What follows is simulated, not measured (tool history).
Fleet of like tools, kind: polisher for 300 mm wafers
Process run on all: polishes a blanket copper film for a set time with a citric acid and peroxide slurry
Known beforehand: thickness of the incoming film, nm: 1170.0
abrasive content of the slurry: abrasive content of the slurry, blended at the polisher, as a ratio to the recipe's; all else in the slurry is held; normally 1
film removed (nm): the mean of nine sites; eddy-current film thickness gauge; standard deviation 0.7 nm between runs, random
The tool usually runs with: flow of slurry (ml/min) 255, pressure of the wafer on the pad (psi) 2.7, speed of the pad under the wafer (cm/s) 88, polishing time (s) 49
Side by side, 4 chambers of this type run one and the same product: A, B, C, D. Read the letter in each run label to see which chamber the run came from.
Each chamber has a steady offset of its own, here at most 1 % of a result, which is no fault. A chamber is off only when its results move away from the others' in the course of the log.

run    day  flow of slurry (ml/min)  pressure of the wafer on the pad (psi)  speed of the pad under the wafer (cm/s)  abrasive content of the slurry  polishing time (s)  film removed (nm)
     0.042  -- chamber D: worn pad replaced by a new one
 1D  0.175                      255                                     2.7                                       88                               1                  49             84.917
 2C    0.4                      255                                     2.7                                       88                               1                  49             83.803
 3B  0.517                      255                                     2.7                                       88                               1                  49             84.346
 4A  0.625                      255                                     2.7                                       88                               1                  49             84.293
 5C  0.833                      255                                     2.7                                       88                               1                  49             83.002
     0.996  -- chamber B: slurry blender recalibrated
 6B  1.058                      255                                     2.7                                       88                               1                  49              83.45
 7D  1.258                      255                                     2.7                                       88                               1                  49             84.881
     1.296  -- chamber B: worn pad replaced by a new one
      1.45  -- chamber D: slurry blender recalibrated
 8A  1.479                      255                                     2.7                                       88                               1                  49             83.905
 9B    1.6                      255                                     2.7                                       88                               1                  49             84.586
10D  1.808                      255                                     2.7                                       88                               1                  49             84.011
11C  2.038                      255                                     2.7                                       88                               1                  49              83.53
12A  2.188                      255                                     2.7                                       88                               1                  49             84.243
     2.204  -- chamber D: worn pad replaced by a new one
     2.246  -- chamber C: worn pad replaced by a new one
13D  2.308                      255                                     2.7                                       88                               1                  49              86.12
14C  2.479                      255                                     2.7                                       88                               1                  49              82.69
     2.621  -- chamber A: worn pad replaced by a new one
15B  2.638                      255                                     2.7                                       88                               1                  49             84.695
16A  2.746                      225                                     2.7                                       74                               1                  49             70.423
17C  2.938                      225                                     2.7                                       74                               1                  49              70.08
18D  3.167                      225                                     2.7                                       74                               1                  49             70.886
19B  3.304                      225                                     2.7                                       74                               1                  49             70.745
      3.35  -- chamber A: head pressure recalibrated
20A  3.446                      255                                     2.7                                       88                               1                  49             85.266
21C  3.562                      255                                     2.7                                       88                               1                  49             83.579
     3.592  -- chamber D: slurry nozzle cleaned
22D  3.758                      255                                     2.7                                       88                               1                  49             84.108
23B  3.867                      255                                     3.2                                       64                               1                  49             71.655
24A  3.988                      255                                     3.2                                       64                               1                  49             72.249
25D  4.212                      255                                     3.2                                       64                               1                  49             73.437
26B  4.338                      255                                     3.2                                       64                               1                  49              72.46
27C  4.558                      255                                     2.7                                       88                               1                  49             82.752

Next, all 4 chambers run the settings below, one line each with question marks for the results. What does each chamber give?
28A  4.725                      255                                     2.7                                       88                               1                  41                  ?
28B  4.725                      255                                     2.7                                       88                               1                  41                  ?
28C  4.725                      255                                     2.7                                       88                               1                  41                  ?
28D  4.725                      255                                     2.7                                       88                               1                  41                  ?

run  film removed (nm)
28A             70.463
28B             70.221
28C             69.192
28D             69.496
